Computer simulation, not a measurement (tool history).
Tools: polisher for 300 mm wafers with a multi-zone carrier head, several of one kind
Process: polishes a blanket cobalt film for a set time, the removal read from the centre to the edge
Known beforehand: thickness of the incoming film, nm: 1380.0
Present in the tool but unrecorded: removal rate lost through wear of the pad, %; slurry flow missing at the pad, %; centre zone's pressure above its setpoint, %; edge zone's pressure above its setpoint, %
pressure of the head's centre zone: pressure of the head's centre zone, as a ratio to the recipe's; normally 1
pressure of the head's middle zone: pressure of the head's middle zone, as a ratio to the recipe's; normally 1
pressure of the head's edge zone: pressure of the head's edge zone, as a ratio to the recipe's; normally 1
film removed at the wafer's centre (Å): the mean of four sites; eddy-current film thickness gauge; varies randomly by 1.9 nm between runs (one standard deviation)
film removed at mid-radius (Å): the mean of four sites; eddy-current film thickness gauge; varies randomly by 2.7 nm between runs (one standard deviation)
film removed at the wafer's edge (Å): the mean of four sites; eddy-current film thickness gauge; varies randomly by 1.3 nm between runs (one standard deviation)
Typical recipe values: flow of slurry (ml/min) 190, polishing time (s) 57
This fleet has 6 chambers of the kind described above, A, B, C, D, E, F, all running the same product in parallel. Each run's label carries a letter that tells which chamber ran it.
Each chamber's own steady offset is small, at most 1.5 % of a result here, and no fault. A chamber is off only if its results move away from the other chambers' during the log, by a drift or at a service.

run,hour,flow of slurry (ml/min),pressure of the head's centre zone,pressure of the head's middle zone,pressure of the head's edge zone,polishing time (s),wafers polished on this pad,hours since the slurry nozzle was cleaned,hours since the centre zone pressure was calibrated,hours since the edge zone pressure was calibrated,film removed at the wafer's centre (Å),film removed at mid-radius (Å),film removed at the wafer's edge (Å)
# hour 2.6: chamber B: edge zone pressure recalibrated
1B,10,190,1,1,1,57,511,168.6,61.2,7.4,2040.6,2054.1,2049.5
# hour 13.5: chamber C: worn pad replaced by a new one
# hour 13.6: chamber C: slurry nozzle cleaned
# hour 21.2: chamber F: worn pad replaced by a new one
2D,21.6,190,1,1,1,57,947,73,59.5,1176.2,2084,2044,2055.6
# hour 31: chamber D: worn pad replaced by a new one
3C,33.5,190,1,1,1,57,132,19.9,789.1,701.3,2020.2,2033.2,2019.9
4E,39.9,190,1,1,1,57,502,528.4,1035.1,363.7,2100.5,2055.2,2060.7
# hour 46.7: chamber A: worn pad replaced by a new one
5A,47,190,1,1,1,57,2,143.4,141.7,501.7,2060.3,2055.4,2044.1
# hour 49.5: chamber B: worn pad replaced by a new one
6F,58.8,190,1,1,1,57,248,430.1,1496,749.6,2116.6,2042.5,2050.6
7A,64.6,190,1,1,1,57,118,161,159.3,519.3,2029.1,2047.3,2049.2
# hour 75.2: chamber F: centre zone pressure recalibrated
8F,75.6,190,1,1,1,57,359,446.9,0.4,766.4,2039.9,2106.9,2042.2
# hour 86: chamber E: worn pad replaced by a new one
9B,87,190,1,1,1,57,248,245.6,138.2,84.4,2058.5,2054,2059.8
# hour 95: chamber C: centre zone pressure recalibrated
10C,96.6,190,1,1,1,57,549,83,1.7,764.4,2090.9,2005.4,2016.8
# hour 98.2: chamber C: worn pad replaced by a new one
# hour 102.2: chamber A: edge zone pressure recalibrated
11E,107.1,210,1,1.09,1,57,139,595.6,1102.3,430.9,2122.6,2283.3,2091.2
12D,116.6,210,1,1.09,1,57,566,168,154.5,1271.2,2078.7,2242.4,2083.3
13B,124.5,210,1,1.09,1,57,496,283.1,175.7,121.9,2105.1,2231.6,2100.1
14E,131.9,210,1,1.09,1,57,303,620.4,1127.1,455.7,2110.4,2298.1,2065.7
# hour 137.7: chamber F: worn pad replaced by a new one
15D,141,210,1,1.09,1,57,727,192.4,178.9,1295.6,2077.9,2214.6,2068
16A,147.4,210,1,1.09,1,57,666,243.8,242.1,45.2,2106.4,2292.9,2076.9
# hour 153.4: chamber D: worn pad replaced by a new one
17C,155.8,190,1,1,1,57,381,142.2,60.9,823.6,2062.2,2033,2005
18F,165.5,190,1,1,1,57,184,536.8,90.3,856.3,2047.2,2115.7,2020.8
19E,176.9,190,1,1,1,57,601,665.4,1172.1,500.7,2040.3,2031.5,2066.6
# hour 179.3: chamber A: worn pad replaced by a new one
# hour 185.4: chamber B: worn pad replaced by a new one
20D,188.1,190,1,1,1,68,229,239.5,226,1342.7,2508.2,2395.7,2479.4
# hour 189.7: chamber C: worn pad replaced by a new one
# hour 197.5: chamber E: worn pad replaced by a new one
21F,199,190,1,1,1,68,405,570.3,123.8,889.8,2453.5,2471.8,2432.5
22B,205.8,190,1,1,1,68,135,364.4,257,203.2,2453.6,2419,2469.6
23A,216.9,190,1,1,1,68,249,313.3,311.6,114.7,2465.6,2474.4,2442.4
# hour 221.3: chamber E: slurry nozzle cleaned
24C,225.3,190,1,1,1,68,236,211.7,130.4,893.1,2426.8,2473.2,2425.9
# hour 228.6: chamber D: slurry nozzle cleaned
25E,231.9,190,1,1,1,68,228,10.6,1227.1,555.7,2436.8,2509.3,2466
# hour 236.5: chamber A: slurry nozzle cleaned
26C,238.4,190,1,1,1,57,322,224.8,143.5,906.2,2030.5,2042.3,2048.5
# hour 240.1: chamber F: worn pad replaced by a new one
27A,244.5,190,1,1,1,57,431,8.1,339.2,142.3,2045.1,2016.4,2055.6
28B,252.2,190,1,1,1,57,442,410.8,303.4,249.6,2010.7,2043,2057.2
# hour 263.6: chamber C: worn pad replaced by a new one
29D,263.8,190,1,1,1,57,730,35.2,301.7,1418.4,2077.8,2041.7,2079
30F,275,190,1,1,1,57,230,646.3,199.8,965.8,2044.1,2030.2,2049.7
# hour 282: chamber C: slurry nozzle cleaned
31E,285.8,190,1,1.04,1,57,584,64.5,1281,609.6,2077.4,2114.6,2055.9
# hour 287.4: chamber F: slurry nozzle cleaned
# hour 294.3: chamber B: worn pad replaced by a new one
# hour 294.5: chamber D: worn pad replaced by a new one
32F,296.5,190,1,1.04,1,57,373,9.1,221.3,987.3,2098.1,2150.3,2032.5
33D,305,190,1,1.04,1,57,69,76.4,342.9,1459.6,2104.3,2145,2059.6
34C,310.8,190,1,1.04,1,57,312,28.9,215.9,978.6,2050.2,2087.9,2033.4
35A,322.2,190,1,1.04,1,57,945,85.8,416.9,220,2086.8,2167.6,2051.5
36B,333.2,190,1,1.04,1,57,257,491.8,384.4,330.6,2069,2132,2061.7
37B,339.7,190,1,1,1,57,300,498.3,390.9,337.1,2037.6,2061.9,2078.2

Predict what each chamber gives when all 6 of them run the settings below next.
38A,348.2,190,1,1,1,57,,,,,?,?,?
38B,348.2,190,1,1,1,57,,,,,?,?,?
38C,348.2,190,1,1,1,57,,,,,?,?,?
38D,348.2,190,1,1,1,57,,,,,?,?,?
38E,348.2,190,1,1,1,57,,,,,?,?,?
38F,348.2,190,1,1,1,57,,,,,?,?,?

run,film removed at the wafer's centre (Å),film removed at mid-radius (Å),film removed at the wafer's edge (Å)
38A,2064.9,2067.9,2068.7
38B,2052.3,2056.2,2085.1
38C,2025.9,2015.9,2018.5
38D,2045.3,2038.5,2071.4
38E,2067.8,2108.2,2060.8
38F,2074.5,2053,2037.8
